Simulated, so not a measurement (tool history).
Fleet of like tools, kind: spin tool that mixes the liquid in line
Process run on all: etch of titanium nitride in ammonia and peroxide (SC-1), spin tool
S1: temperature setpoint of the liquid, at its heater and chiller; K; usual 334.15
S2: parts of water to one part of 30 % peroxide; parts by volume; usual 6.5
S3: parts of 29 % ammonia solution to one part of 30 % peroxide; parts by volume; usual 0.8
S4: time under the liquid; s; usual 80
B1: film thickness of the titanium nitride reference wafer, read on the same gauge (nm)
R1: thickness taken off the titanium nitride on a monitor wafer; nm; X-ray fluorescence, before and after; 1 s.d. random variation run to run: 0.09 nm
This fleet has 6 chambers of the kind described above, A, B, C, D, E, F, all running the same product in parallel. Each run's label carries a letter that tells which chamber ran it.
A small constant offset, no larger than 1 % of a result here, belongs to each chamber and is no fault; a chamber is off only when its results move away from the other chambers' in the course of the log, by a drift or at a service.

{"run": "1B", "day": 0.35, "S1": 334.15, "S2": 6.5, "S3": 0.8, "S4": 80, "B1": 149.98, "R1": 12.85}
{"run": "2D", "day": 0.558, "S1": 334.15, "S2": 6.5, "S3": 0.8, "S4": 80, "B1": 149.99, "R1": 12.575}
{"run": "3A", "day": 0.892, "S1": 334.15, "S2": 6.5, "S3": 0.8, "S4": 80, "B1": 149.99, "R1": 13.005}
{"run": "4C", "day": 1.121, "S1": 334.15, "S2": 6.5, "S3": 0.8, "S4": 80, "B1": 149.99, "R1": 12.759}
{"run": "5E", "day": 1.488, "S1": 334.15, "S2": 6.5, "S3": 0.8, "S4": 80, "B1": 150.02, "R1": 12.714}
{"run": "6F", "day": 1.758, "S1": 324.65, "S2": 6.5, "S3": 0.8, "S4": 45, "B1": 149.99, "R1": 3.8144}
{"run": "7C", "day": 1.979, "S1": 324.65, "S2": 6.5, "S3": 0.8, "S4": 45, "B1": 150, "R1": 3.7674}
{"run": "8E", "day": 2.175, "S1": 324.65, "S2": 6.5, "S3": 0.8, "S4": 45, "B1": 149.99, "R1": 3.7397}
{"run": "9F", "day": 2.512, "S1": 324.65, "S2": 6.5, "S3": 0.8, "S4": 45, "B1": 150.01, "R1": 3.7444}
{"day": 2.862, "done": "chamber E: new drum of ammonia solution connected"}
{"run": "10D", "day": 2.896, "S1": 324.65, "S2": 6.5, "S3": 0.8, "S4": 45, "B1": 149.99, "R1": 3.767}
{"run": "11A", "day": 3.175, "S1": 324.65, "S2": 6.5, "S3": 0.8, "S4": 45, "B1": 150.02, "R1": 3.7363}
{"run": "12B", "day": 3.454, "S1": 334.15, "S2": 5, "S3": 0.8, "S4": 80, "B1": 149.96, "R1": 14.362}
{"run": "13A", "day": 3.712, "S1": 334.15, "S2": 5, "S3": 0.8, "S4": 80, "B1": 149.96, "R1": 14.387}
{"run": "14E", "day": 4.004, "S1": 334.15, "S2": 5, "S3": 0.8, "S4": 80, "B1": 150.02, "R1": 14.148}
{"run": "15D", "day": 4.229, "S1": 334.15, "S2": 5, "S3": 0.8, "S4": 80, "B1": 149.96, "R1": 14.238}
{"run": "16C", "day": 4.454, "S1": 334.15, "S2": 5, "S3": 0.8, "S4": 80, "B1": 150.07, "R1": 14.378}
{"run": "17F", "day": 4.767, "S1": 334.15, "S2": 5, "S3": 0.8, "S4": 80, "B1": 149.99, "R1": 14.304}
{"day": 4.808, "done": "chamber B: thermometer replaced"}
{"run": "18B", "day": 5.029, "S1": 334.15, "S2": 6.5, "S3": 0.8, "S4": 80, "B1": 150.05, "R1": 12.803}
{"run": "19F", "day": 5.242, "S1": 334.15, "S2": 6.5, "S3": 0.8, "S4": 80, "B1": 150.03, "R1": 12.674}
{"run": "20A", "day": 5.529, "S1": 334.15, "S2": 6.5, "S3": 0.8, "S4": 80, "B1": 149.97, "R1": 12.841}
{"run": "21D", "day": 5.871, "S1": 334.15, "S2": 6.5, "S3": 0.8, "S4": 80, "B1": 150.01, "R1": 12.636}
{"run": "22E", "day": 6.117, "S1": 334.15, "S2": 6.5, "S3": 0.8, "S4": 80, "B1": 150.03, "R1": 12.365}
{"run": "23C", "day": 6.325, "S1": 334.15, "S2": 6.5, "S3": 0.8, "S4": 80, "B1": 150.03, "R1": 12.71}
{"run": "24B", "day": 6.508, "S1": 334.15, "S2": 5.5, "S3": 0.8, "S4": 80, "B1": 150.01, "R1": 13.967}
{"run": "25A", "day": 6.767, "S1": 334.15, "S2": 5.5, "S3": 0.8, "S4": 80, "B1": 150.03, "R1": 13.901}
{"run": "26E", "day": 6.975, "S1": 334.15, "S2": 5.5, "S3": 0.8, "S4": 80, "B1": 149.97, "R1": 13.004}
{"run": "27F", "day": 7.229, "S1": 334.15, "S2": 5.5, "S3": 0.8, "S4": 80, "B1": 150, "R1": 13.798}
{"run": "28B", "day": 7.558, "S1": 334.15, "S2": 5.5, "S3": 0.8, "S4": 80, "B1": 149.99, "R1": 13.735}
{"day": 7.733, "done": "chamber E: heated supply line repaired"}
{"run": "29D", "day": 7.888, "S1": 334.15, "S2": 5.5, "S3": 0.8, "S4": 80, "B1": 150.03, "R1": 13.55}
{"run": "30C", "day": 8.25, "S1": 334.15, "S2": 9, "S3": 0.8, "S4": 80, "B1": 150.04, "R1": 10.709}
{"run": "31A", "day": 8.538, "S1": 334.15, "S2": 9, "S3": 0.8, "S4": 80, "B1": 149.99, "R1": 10.97}
{"run": "32B", "day": 8.879, "S1": 334.15, "S2": 9, "S3": 0.8, "S4": 80, "B1": 150.01, "R1": 10.84}
{"run": "33E", "day": 9.054, "S1": 334.15, "S2": 9, "S3": 0.8, "S4": 80, "B1": 149.96, "R1": 10.353}
{"run": "34D", "day": 9.412, "S1": 334.15, "S2": 9, "S3": 0.8, "S4": 80, "B1": 150.01, "R1": 10.924}
{"run": "35C", "day": 9.646, "S1": 334.15, "S2": 9, "S3": 0.8, "S4": 80, "B1": 150.02, "R1": 10.718}
{"run": "36F", "day": 9.9, "S1": 334.15, "S2": 6.5, "S3": 0.8, "S4": 80, "B1": 150.01, "R1": 12.641}
{"day": 9.904, "done": "chamber F: ammonia flow meter replaced"}
{"run": "37C", "day": 10.167, "S1": 334.15, "S2": 6.5, "S3": 0.8, "S4": 80, "B1": 149.97, "R1": 12.731}
{"run": "38B", "day": 10.483, "S1": 334.15, "S2": 6.5, "S3": 1.1, "S4": 115, "B1": 149.95, "R1": 19.217}
{"run": "39A", "day": 10.658, "S1": 334.15, "S2": 6.5, "S3": 1.1, "S4": 115, "B1": 149.96, "R1": 19.138}
{"run": "40F", "day": 10.85, "S1": 334.15, "S2": 6.5, "S3": 1.1, "S4": 115, "B1": 149.98, "R1": 18.582}
{"run": "41D", "day": 11.158, "S1": 334.15, "S2": 6.5, "S3": 1.1, "S4": 115, "B1": 150.02, "R1": 19.05}
{"run": "42E", "day": 11.333, "S1": 334.15, "S2": 6.5, "S3": 1.1, "S4": 115, "B1": 149.94, "R1": 17.65}

Predict what each chamber gives when all 6 of them run the settings below next.
{"run": "43A", "day": 11.608, "S1": 334.15, "S2": 6.5, "S3": 0.7, "S4": 80, "R1": "?"}
{"run": "43B", "day": 11.608, "S1": 334.15, "S2": 6.5, "S3": 0.7, "S4": 80, "R1": "?"}
{"run": "43C", "day": 11.608, "S1": 334.15, "S2": 6.5, "S3": 0.7, "S4": 80, "R1": "?"}
{"run": "43D", "day": 11.608, "S1": 334.15, "S2": 6.5, "S3": 0.7, "S4": 80, "R1": "?"}
{"run": "43E", "day": 11.608, "S1": 334.15, "S2": 6.5, "S3": 0.7, "S4": 80, "R1": "?"}
{"run": "43F", "day": 11.608, "S1": 334.15, "S2": 6.5, "S3": 0.7, "S4": 80, "R1": "?"}

run=43A R1=12.608
run=43B R1=12.482
run=43C R1=12.523
run=43D R1=12.436
run=43E R1=11.766
run=43F R1=12.433
